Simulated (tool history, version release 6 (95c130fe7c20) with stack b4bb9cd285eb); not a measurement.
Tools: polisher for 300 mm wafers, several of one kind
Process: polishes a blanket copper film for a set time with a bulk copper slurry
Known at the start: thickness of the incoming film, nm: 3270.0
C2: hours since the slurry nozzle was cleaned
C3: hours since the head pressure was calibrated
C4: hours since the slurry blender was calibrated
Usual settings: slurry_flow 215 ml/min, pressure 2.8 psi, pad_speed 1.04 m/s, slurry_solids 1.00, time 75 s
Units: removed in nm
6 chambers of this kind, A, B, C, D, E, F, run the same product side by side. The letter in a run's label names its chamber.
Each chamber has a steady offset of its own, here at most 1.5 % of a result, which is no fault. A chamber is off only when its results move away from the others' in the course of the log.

run 1B day=0.250 | slurry_flow=215 pressure=2.8 pad_speed=1.04 slurry_solids=1.00 time=75 | wafers_polished_on_this_pad=507 C2=229.2 C3=603.0 C4=24.7 | removed=844.97
-- day=0.358 chamber B: slurry nozzle cleaned
run 2E day=0.475 | slurry_flow=215 pressure=2.8 pad_speed=1.04 slurry_solids=1.00 time=75 | wafers_polished_on_this_pad=217 C2=146.0 C3=96.7 C4=20.9 | removed=854.69
-- day=0.512 chamber F: slurry nozzle cleaned
run 3C day=0.729 | slurry_flow=215 pressure=2.8 pad_speed=1.04 slurry_solids=1.00 time=75 | wafers_polished_on_this_pad=733 C2=25.3 C3=678.1 C4=50.8 | removed=844.24
run 4D day=1.004 | slurry_flow=215 pressure=2.8 pad_speed=1.04 slurry_solids=1.00 time=75 | wafers_polished_on_this_pad=1116 C2=441.5 C3=334.6 C4=72.9 | removed=840.85
run 5F day=1.188 | slurry_flow=215 pressure=2.8 pad_speed=1.04 slurry_solids=1.00 time=75 | wafers_polished_on_this_pad=679 C2=16.2 C3=273.6 C4=271.5 | removed=842.55
-- day=1.217 chamber D: worn pad replaced by a new one
-- day=1.304 chamber D: slurry nozzle cleaned
run 6A day=1.433 | slurry_flow=215 pressure=2.8 pad_speed=1.04 slurry_solids=1.00 time=75 | wafers_polished_on_this_pad=1048 C2=753.2 C3=1267.1 C4=86.1 | removed=832.88
-- day=1.462 chamber A: slurry nozzle cleaned
run 7C day=1.621 | slurry_flow=215 pressure=2.8 pad_speed=1.04 slurry_solids=1.00 time=75 | wafers_polished_on_this_pad=939 C2=46.7 C3=699.5 C4=72.2 | removed=822.66
run 8E day=1.850 | slurry_flow=215 pressure=3.3 pad_speed=1.04 slurry_solids=1.00 time=59 | wafers_polished_on_this_pad=535 C2=179.0 C3=129.7 C4=53.9 | removed=755.82
run 9B day=2.133 | slurry_flow=215 pressure=3.3 pad_speed=1.04 slurry_solids=1.00 time=59 | wafers_polished_on_this_pad=942 C2=42.7 C3=648.2 C4=69.9 | removed=786.71
run 10A day=2.408 | slurry_flow=215 pressure=3.3 pad_speed=1.04 slurry_solids=1.00 time=59 | wafers_polished_on_this_pad=1273 C2=22.7 C3=1290.5 C4=109.5 | removed=781.25
run 11D day=2.575 | slurry_flow=215 pressure=3.3 pad_speed=1.04 slurry_solids=1.00 time=59 | wafers_polished_on_this_pad=314 C2=30.6 C3=372.3 C4=110.6 | removed=766.66
-- day=2.858 chamber A: worn pad replaced by a new one
run 12F day=2.929 | slurry_flow=215 pressure=3.3 pad_speed=1.04 slurry_solids=1.00 time=59 | wafers_polished_on_this_pad=1081 C2=58.0 C3=315.4 C4=313.3 | removed=773.59
-- day=3.033 chamber C: slurry blender recalibrated
run 13D day=3.129 | slurry_flow=215 pressure=3.3 pad_speed=1.04 slurry_solids=1.00 time=59 | wafers_polished_on_this_pad=442 C2=43.9 C3=385.6 C4=123.9 | removed=764.71
-- day=3.196 chamber C: head pressure recalibrated
-- day=3.371 chamber B: worn pad replaced by a new one
run 14E day=3.404 | slurry_flow=270 pressure=2.1 pad_speed=1.04 slurry_solids=1.00 time=75 | wafers_polished_on_this_pad=893 C2=216.3 C3=167.0 C4=91.2 | removed=645.29
-- day=3.492 chamber E: worn pad replaced by a new one
-- day=3.550 chamber F: worn pad replaced by a new one
run 15C day=3.604 | slurry_flow=270 pressure=2.1 pad_speed=1.04 slurry_solids=1.00 time=75 | wafers_polished_on_this_pad=1397 C2=94.3 C3=9.8 C4=13.8 | removed=651.86
-- day=3.696 chamber C: worn pad replaced by a new one
run 16A day=3.771 | slurry_flow=270 pressure=2.1 pad_speed=1.04 slurry_solids=1.00 time=75 | wafers_polished_on_this_pad=211 C2=55.4 C3=1323.2 C4=142.2 | removed=639.46
-- day=3.842 chamber A: slurry blender recalibrated
run 17F day=3.938 | slurry_flow=270 pressure=2.1 pad_speed=1.04 slurry_solids=1.00 time=75 | wafers_polished_on_this_pad=89 C2=82.2 C3=339.6 C4=337.5 | removed=647.76
-- day=4.150 chamber B: slurry blender recalibrated
run 18B day=4.150 | slurry_flow=270 pressure=2.1 pad_speed=1.04 slurry_solids=1.00 time=75 | wafers_polished_on_this_pad=180 C2=91.1 C3=696.6 C4=0.0 | removed=656.14
-- day=4.254 chamber F: slurry blender recalibrated
run 19A day=4.462 | slurry_flow=270 pressure=2.1 pad_speed=1.04 slurry_solids=1.00 time=75 | wafers_polished_on_this_pad=371 C2=72.0 C3=1339.8 C4=14.9 | removed=634.09
run 20B day=4.788 | slurry_flow=215 pressure=2.8 pad_speed=1.04 slurry_solids=1.00 time=75 | wafers_polished_on_this_pad=327 C2=106.4 C3=711.9 C4=15.3 | removed=863.03
run 21C day=5.054 | slurry_flow=215 pressure=2.8 pad_speed=1.04 slurry_solids=1.00 time=75 | wafers_polished_on_this_pad=314 C2=129.1 C3=44.6 C4=48.6 | removed=850.10
run 22F day=5.283 | slurry_flow=215 pressure=2.8 pad_speed=1.04 slurry_solids=1.15 time=85 | wafers_polished_on_this_pad=400 C2=114.5 C3=371.9 C4=24.8 | removed=1004.50
run 23E day=5.521 | slurry_flow=215 pressure=2.8 pad_speed=1.04 slurry_solids=1.15 time=85 | wafers_polished_on_this_pad=468 C2=267.1 C3=217.8 C4=142.0 | removed=971.03
run 24D day=5.733 | slurry_flow=215 pressure=2.8 pad_speed=1.04 slurry_solids=1.15 time=85 | wafers_polished_on_this_pad=1043 C2=106.4 C3=448.1 C4=186.4 | removed=982.03
-- day=5.800 chamber D: slurry blender recalibrated
run 25F day=5.904 | slurry_flow=215 pressure=2.8 pad_speed=1.04 slurry_solids=1.15 time=85 | wafers_polished_on_this_pad=543 C2=129.4 C3=386.8 C4=39.7 | removed=963.03
-- day=6.171 chamber D: worn pad replaced by a new one
run 26C day=6.192 | slurry_flow=215 pressure=2.8 pad_speed=1.04 slurry_solids=1.15 time=85 | wafers_polished_on_this_pad=576 C2=156.4 C3=71.9 C4=75.9 | removed=976.73
run 27E day=6.475 | slurry_flow=215 pressure=2.8 pad_speed=1.04 slurry_solids=1.15 time=85 | wafers_polished_on_this_pad=688 C2=290.0 C3=240.7 C4=164.9 | removed=976.54
-- day=6.638 chamber D: head pressure recalibrated
run 28A day=6.817 | slurry_flow=215 pressure=2.8 pad_speed=1.04 slurry_solids=1.00 time=75 | wafers_polished_on_this_pad=914 C2=128.5 C3=1396.3 C4=71.4 | removed=850.02
-- day=7.171 chamber E: worn pad replaced by a new one
run 29B day=7.179 | slurry_flow=215 pressure=2.8 pad_speed=1.04 slurry_solids=1.00 time=75 | wafers_polished_on_this_pad=880 C2=163.8 C3=769.3 C4=72.7 | removed=836.39
-- day=7.388 chamber C: slurry blender recalibrated
run 30D day=7.454 | slurry_flow=215 pressure=2.8 pad_speed=1.04 slurry_solids=1.00 time=75 | wafers_polished_on_this_pad=296 C2=147.7 C3=19.7 C4=39.8 | removed=856.89
-- day=7.658 chamber A: head pressure recalibrated
run 31C day=7.692 | slurry_flow=285 pressure=2.8 pad_speed=1.04 slurry_solids=0.75 time=75 | wafers_polished_on_this_pad=923 C2=192.4 C3=107.9 C4=7.3 | removed=824.23
run 32E day=7.908 | slurry_flow=285 pressure=2.8 pad_speed=1.04 slurry_solids=0.75 time=75 | wafers_polished_on_this_pad=171 C2=324.4 C3=275.1 C4=199.3 | removed=806.71
-- day=7.917 chamber B: slurry nozzle cleaned
run 33F day=8.183 | slurry_flow=285 pressure=2.8 pad_speed=1.04 slurry_solids=0.75 time=75 | wafers_polished_on_this_pad=1070 C2=184.1 C3=441.5 C4=94.4 | removed=792.55
run 34D day=8.358 | slurry_flow=285 pressure=2.8 pad_speed=1.04 slurry_solids=0.75 time=75 | wafers_polished_on_this_pad=505 C2=169.4 C3=41.4 C4=61.5 | removed=807.66
run 35B day=8.629 | slurry_flow=285 pressure=2.8 pad_speed=1.04 slurry_solids=0.75 time=75 | wafers_polished_on_this_pad=1214 C2=17.2 C3=804.1 C4=107.5 | removed=798.73
-- day=8.704 chamber B: slurry blender recalibrated
-- day=8.883 chamber B: worn pad replaced by a new one
-- day=8.925 chamber A: worn pad replaced by a new one
run 36A day=8.996 | slurry_flow=285 pressure=2.8 pad_speed=1.04 slurry_solids=0.75 time=75 | wafers_polished_on_this_pad=16 C2=180.8 C3=32.2 C4=123.7 | removed=799.70
-- day=9.025 chamber C: worn pad replaced by a new one
run 37C day=9.179 | slurry_flow=270 pressure=2.8 pad_speed=1.04 slurry_solids=1.25 time=75 | wafers_polished_on_this_pad=35 C2=228.1 C3=143.6 C4=43.0 | removed=895.94
-- day=9.404 chamber A: slurry blender recalibrated
run 38E day=9.429 | slurry_flow=270 pressure=2.8 pad_speed=1.04 slurry_solids=1.25 time=75 | wafers_polished_on_this_pad=522 C2=360.9 C3=311.6 C4=235.8 | removed=907.81
-- day=9.508 chamber F: worn pad replaced by a new one
run 39D day=9.712 | slurry_flow=270 pressure=2.8 pad_speed=1.04 slurry_solids=1.25 time=75 | wafers_polished_on_this_pad=818 C2=201.9 C3=73.9 C4=94.0 | removed=895.91
run 40F day=9.929 | slurry_flow=270 pressure=2.8 pad_speed=1.04 slurry_solids=1.25 time=75 | wafers_polished_on_this_pad=97 C2=226.0 C3=483.4 C4=136.3 | removed=850.19
run 41B day=10.146 | slurry_flow=270 pressure=2.8 pad_speed=1.04 slurry_solids=1.25 time=75 | wafers_polished_on_this_pad=292 C2=53.6 C3=840.5 C4=34.6 | removed=901.43
run 42A day=10.446 | slurry_flow=270 pressure=2.8 pad_speed=1.04 slurry_solids=1.25 time=75 | wafers_polished_on_this_pad=351 C2=215.6 C3=67.0 C4=25.0 | removed=899.28
run 43B day=10.675 | slurry_flow=215 pressure=2.8 pad_speed=1.04 slurry_solids=1.00 time=75 | wafers_polished_on_this_pad=414 C2=66.3 C3=853.2 C4=47.3 | removed=841.59
run 44F day=10.904 | slurry_flow=215 pressure=2.8 pad_speed=1.04 slurry_solids=1.00 time=75 | wafers_polished_on_this_pad=322 C2=249.4 C3=506.8 C4=159.7 | removed=762.30

All 6 chambers run these settings next. Forecast each chamber's results:
run 45A day=11.175 | slurry_flow=215 pressure=2.8 pad_speed=1.04 slurry_solids=1.20 time=75 | removed=?
run 45B day=11.175 | slurry_flow=215 pressure=2.8 pad_speed=1.04 slurry_solids=1.20 time=75 | removed=?
run 45C day=11.175 | slurry_flow=215 pressure=2.8 pad_speed=1.04 slurry_solids=1.20 time=75 | removed=?
run 45D day=11.175 | slurry_flow=215 pressure=2.8 pad_speed=1.04 slurry_solids=1.20 time=75 | removed=?
run 45E day=11.175 | slurry_flow=215 pressure=2.8 pad_speed=1.04 slurry_solids=1.20 time=75 | removed=?
run 45F day=11.175 | slurry_flow=215 pressure=2.8 pad_speed=1.04 slurry_solids=1.20 time=75 | removed=?

run=45A removed=866.09
run=45B removed=869.02
run=45C removed=881.25
run=45D removed=873.80
run=45E removed=864.73
run=45F removed=798.06
